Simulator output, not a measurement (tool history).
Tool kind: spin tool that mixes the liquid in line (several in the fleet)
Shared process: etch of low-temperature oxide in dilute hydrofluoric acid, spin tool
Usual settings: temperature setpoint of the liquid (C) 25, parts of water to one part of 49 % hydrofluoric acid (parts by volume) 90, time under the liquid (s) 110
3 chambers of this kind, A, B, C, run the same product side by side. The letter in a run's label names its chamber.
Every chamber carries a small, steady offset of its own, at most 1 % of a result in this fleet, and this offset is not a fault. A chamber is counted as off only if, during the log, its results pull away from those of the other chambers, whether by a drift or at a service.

run,day,temperature setpoint of the liquid (C),parts of water to one part of 49 % hydrofluoric acid (parts by volume),time under the liquid (s),"read-back film thickness of the low-temperature oxide reference wafer, read on the same gauge (nm)",thickness taken off the low-temperature oxide on a monitor wafer (nm)
1A,0.488,25,90,110,109.94,13.278
2C,1.054,25,90,110,110.04,13.78
3B,1.633,25,90,110,110.04,13.729
4A,1.933,25,90,110,110.01,13.502
5C,2.446,25,90,110,110,13.498
6B,3.079,25,90,110,110.06,13.409
7A,3.704,25,90,110,109.99,13.483
8B,4.054,25,90,110,110.03,13.519
9C,4.517,25,90,110,109.99,13.621
10A,5.121,25,90,110,110.04,13.489
11C,5.562,25,90,110,109.97,13.707
12B,6.196,25,90,110,109.98,13.646
13A,6.821,25,90,110,110.01,13.596
14B,7.183,25,90,110,109.99,13.814
15C,7.767,25,115,110,109.97,10.345
16B,8.358,25,115,110,109.95,10.347
17A,8.733,25,115,110,110.05,10.294
18C,9.321,25,90,110,110.01,13.471
19A,9.938,25,90,110,110.02,13.59
20C,10.379,25,90,110,109.92,13.516
21B,10.938,25,90,110,109.97,13.65
22A,11.504,25,70,165,110.03,26.557
23B,11.883,25,70,165,109.99,26.784
24C,12.292,25,70,165,109.97,26.696
25B,12.825,25,90,110,110.01,13.62
26C,13.3,25,90,110,110.04,13.752
27A,13.721,25,90,110,110.02,13.592
# day 14.154: chamber A: hydrofluoric acid flow meter replaced
28B,14.188,26.5,90,170,110,22.382
29C,14.829,26.5,90,170,110.01,21.912
# day 15.325: chamber B: thermometer replaced
30A,15.471,26.5,90,170,109.96,22.168
31B,16.038,25,90,110,109.95,13.821
32A,16.358,25,90,110,110.01,13.584
33C,16.962,25,90,110,109.98,13.462
34B,17.492,25,90,55,110.04,6.8304
35A,17.912,25,90,55,109.94,6.7838

Does one chamber stand apart from the rest, does the shared gauge drift, or is all well apart from small per-chamber offsets? Give the chamber and the most likely cause, where there is one.

Neither any chamber nor the gauge drifts; the chambers differ only by their own small, steady offsets.
